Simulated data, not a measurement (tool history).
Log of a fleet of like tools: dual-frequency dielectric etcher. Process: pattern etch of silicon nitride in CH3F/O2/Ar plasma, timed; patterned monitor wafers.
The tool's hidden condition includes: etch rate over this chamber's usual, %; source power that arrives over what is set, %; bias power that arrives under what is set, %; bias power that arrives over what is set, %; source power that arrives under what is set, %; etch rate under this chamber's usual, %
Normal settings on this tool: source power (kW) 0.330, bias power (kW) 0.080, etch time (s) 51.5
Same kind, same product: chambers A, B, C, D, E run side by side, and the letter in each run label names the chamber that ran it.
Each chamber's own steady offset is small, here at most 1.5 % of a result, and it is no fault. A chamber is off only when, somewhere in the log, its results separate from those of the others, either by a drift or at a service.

run	hour	source power (kW)	bias power (kW)	etch time (s)	hours since the last wet clean	hours since the last source power generator calibration	hours since the last bias power generator calibration	read-back reference wafer on the same gauge, depth_nm	mean etch depth across the wafer (Å)
1E	11.6	0.330	0.080	51.5	229.3	2664.6	1705.7	34.498	347.54
2D	22.7	0.330	0.080	51.5	47.6	2793.0	860.3	34.427	355.88
3C	30.2	0.330	0.080	51.5	159.4	1666.6	4073.7	34.511	348.66
4A	37.2	0.330	0.080	51.5	402.6	215.2	2165.7	34.465	345.86
5B	49.2	0.330	0.080	51.5	109.2	832.7	2494.4	34.517	349.88
6D	60.3	0.330	0.080	51.5	85.2	2830.6	897.9	34.523	356.79
7E	69.4	0.330	0.080	51.5	287.1	2722.4	1763.5	34.524	343.03
8B	79.3	0.330	0.080	51.5	139.3	862.8	2524.5	34.512	352.59
9C	91.6	0.330	0.080	51.5	220.8	1728.0	4135.1	34.530	349.08
10A	98.8	0.330	0.080	51.5	464.2	276.8	2227.3	34.539	348.88
11D	109.9	0.330	0.080	51.5	134.8	2880.2	947.5	34.494	354.56
# hour 116.6: chamber C: bias power generator calibrated
12E	120.9	0.330	0.080	51.5	338.6	2773.9	1815.0	34.477	348.47
13B	127.6	0.330	0.080	51.5	187.6	911.1	2572.8	34.506	345.19
14A	135.2	0.330	0.080	51.5	500.6	313.2	2263.7	34.507	345.70
15C	149.0	0.330	0.080	51.5	278.2	1785.4	32.4	34.517	344.01
16A	161.2	0.330	0.080	51.5	526.6	339.2	2289.7	34.532	345.41
17C	174.2	0.330	0.080	51.5	303.4	1810.6	57.6	34.500	344.67
# hour 186.2: chamber A: wet clean of the chamber
18B	187.6	0.330	0.080	51.5	247.6	971.1	2632.8	34.477	351.30
19D	197.0	0.330	0.080	51.5	221.9	2967.3	1034.6	34.518	352.98
20E	210.5	0.330	0.080	51.5	428.2	2863.5	1904.6	34.533	350.09
21B	224.0	0.410	0.080	51.5	284.0	1007.5	2669.2	34.484	373.98
22D	233.0	0.410	0.080	51.5	257.9	3003.3	1070.6	34.509	383.09
23E	246.2	0.410	0.080	51.5	463.9	2899.2	1940.3	34.480	380.43
# hour 257.7: chamber D: source power generator calibrated
24A	260.8	0.410	0.080	51.5	74.7	438.8	2389.3	34.506	380.07
25C	273.0	0.410	0.080	51.5	402.2	1909.4	156.4	34.525	372.87
26B	286.0	0.330	0.080	51.5	346.0	1069.5	2731.2	34.447	346.06
27E	295.9	0.330	0.080	51.5	513.6	2948.9	1990.0	34.496	348.29
28C	305.8	0.330	0.080	51.5	435.0	1942.2	189.2	34.474	342.76
# hour 308.0: chamber B: bias power generator calibrated
29D	313.6	0.330	0.080	51.5	338.5	55.9	1151.2	34.561	355.85
30A	325.3	0.330	0.080	51.5	139.2	503.3	2453.8	34.530	342.39
31B	340.0	0.330	0.080	51.5	400.0	1123.5	32.1	34.544	348.42
# hour 344.5: chamber D: wet clean of the chamber
32A	349.6	0.330	0.080	51.5	163.5	527.6	2478.1	34.482	349.30
33C	362.7	0.330	0.080	51.5	491.9	1999.1	246.1	34.526	341.50
34E	369.1	0.330	0.080	51.5	586.8	3022.1	2063.2	34.517	347.54
35D	382.5	0.330	0.080	51.5	38.1	124.8	1220.1	34.504	348.45
36A	396.7	0.330	0.080	51.5	210.6	574.7	2525.2	34.507	345.02
37C	405.8	0.330	0.080	51.5	535.0	2042.2	289.2	34.433	348.29
38D	413.2	0.330	0.080	51.5	68.8	155.5	1250.8	34.521	352.04

Decide between three cases: one chamber stands off from its peers, the gauge reading all wafers drifts, or nothing is wrong past each chamber's small offset. Where a chamber is off, say which and what most likely put it there.

Beyond each chamber's small constant offset nothing stands out, and the gauge stays steady.
